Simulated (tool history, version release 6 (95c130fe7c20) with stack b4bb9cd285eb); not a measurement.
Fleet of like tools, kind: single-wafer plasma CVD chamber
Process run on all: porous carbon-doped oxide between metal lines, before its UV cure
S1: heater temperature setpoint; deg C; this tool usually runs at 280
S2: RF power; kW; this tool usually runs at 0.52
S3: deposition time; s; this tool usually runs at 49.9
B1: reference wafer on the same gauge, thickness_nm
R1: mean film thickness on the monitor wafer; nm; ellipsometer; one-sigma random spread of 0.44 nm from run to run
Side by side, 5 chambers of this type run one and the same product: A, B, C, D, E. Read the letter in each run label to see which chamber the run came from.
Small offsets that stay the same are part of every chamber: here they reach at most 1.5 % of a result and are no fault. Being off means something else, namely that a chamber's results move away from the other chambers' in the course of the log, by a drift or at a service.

run 1E hour=5.2 | S1=280 S2=0.52 S3=49.9 | B1=272.92 | R1=306.3
run 2A hour=9.1 | S1=280 S2=0.52 S3=49.9 | B1=272.9 | R1=309.51
run 3D hour=12.7 | S1=280 S2=0.52 S3=49.9 | B1=272.88 | R1=307.67
run 4B hour=15.2 | S1=280 S2=0.52 S3=49.9 | B1=272.83 | R1=306.83
run 5C hour=20.3 | S1=280 S2=0.52 S3=49.9 | B1=272.79 | R1=311.1
run 6A hour=25.6 | S1=280 S2=0.52 S3=49.9 | B1=272.73 | R1=309.54
run 7B hour=28.5 | S1=280 S2=0.52 S3=49.9 | B1=272.58 | R1=306.6
run 8C hour=31.8 | S1=280 S2=0.52 S3=49.9 | B1=272.71 | R1=311.39
run 9E hour=35.9 | S1=280 S2=0.52 S3=49.9 | B1=272.61 | R1=305.32
run 10D hour=39.6 | S1=280 S2=0.52 S3=49.9 | B1=272.51 | R1=306.59
run 11B hour=42.3 | S1=292 S2=0.44 S3=49.9 | B1=272.54 | R1=253.77
-- hour=44.2 chamber E: RF generator calibrated
run 12A hour=47.7 | S1=292 S2=0.44 S3=49.9 | B1=272.46 | R1=254.86
run 13D hour=51.1 | S1=292 S2=0.44 S3=49.9 | B1=272.46 | R1=254.36
run 14E hour=53.7 | S1=292 S2=0.44 S3=49.9 | B1=272.42 | R1=251.11
run 15C hour=58.3 | S1=292 S2=0.44 S3=49.9 | B1=272.41 | R1=258.02
run 16C hour=61.5 | S1=280 S2=0.52 S3=49.9 | B1=272.23 | R1=311.1
run 17E hour=65.6 | S1=280 S2=0.52 S3=49.9 | B1=272.28 | R1=304.65
run 18A hour=69.1 | S1=280 S2=0.52 S3=49.9 | B1=272.28 | R1=309.04
run 19D hour=74.5 | S1=280 S2=0.59 S3=49.9 | B1=272.22 | R1=333.47
run 20B hour=78.6 | S1=280 S2=0.59 S3=49.9 | B1=272.15 | R1=333.02
run 21D hour=83.9 | S1=280 S2=0.59 S3=49.9 | B1=272.13 | R1=334.23
run 22C hour=88.2 | S1=280 S2=0.59 S3=49.9 | B1=272.04 | R1=337.14
run 23A hour=90.9 | S1=280 S2=0.59 S3=49.9 | B1=271.94 | R1=333.8
run 24B hour=95.6 | S1=280 S2=0.6 S3=57.3 | B1=271.99 | R1=385.38
run 25E hour=100.8 | S1=280 S2=0.6 S3=57.3 | B1=271.95 | R1=384.64
run 26A hour=104 | S1=280 S2=0.6 S3=57.3 | B1=271.77 | R1=387.91
run 27D hour=109 | S1=280 S2=0.6 S3=57.3 | B1=271.85 | R1=385.58
run 28B hour=112.9 | S1=280 S2=0.6 S3=57.3 | B1=271.84 | R1=385.29
run 29E hour=118.2 | S1=280 S2=0.52 S3=49.9 | B1=271.75 | R1=304.28
run 30C hour=122.7 | S1=280 S2=0.52 S3=49.9 | B1=271.63 | R1=310.12
run 31D hour=127.6 | S1=280 S2=0.52 S3=49.9 | B1=271.64 | R1=306.74
run 32A hour=132.1 | S1=280 S2=0.52 S3=49.9 | B1=271.56 | R1=307.85
run 33E hour=136.9 | S1=280 S2=0.52 S3=49.9 | B1=271.54 | R1=304.09
run 34C hour=139.4 | S1=280 S2=0.52 S3=49.9 | B1=271.41 | R1=310.69
run 35B hour=144.6 | S1=280 S2=0.52 S3=57.4 | B1=271.5 | R1=351.05

For the next run the whole fleet of 5 chambers uses the same settings. Give each chamber's results:
run 36A hour=148.6 | S1=280 S2=0.52 S3=49.9 | R1=?
run 36B hour=148.6 | S1=280 S2=0.52 S3=49.9 | R1=?
run 36C hour=148.6 | S1=280 S2=0.52 S3=49.9 | R1=?
run 36D hour=148.6 | S1=280 S2=0.52 S3=49.9 | R1=?
run 36E hour=148.6 | S1=280 S2=0.52 S3=49.9 | R1=?

run=36A R1=307.22
run=36B R1=305.7
run=36C R1=309.79
run=36D R1=306.61
run=36E R1=303.13
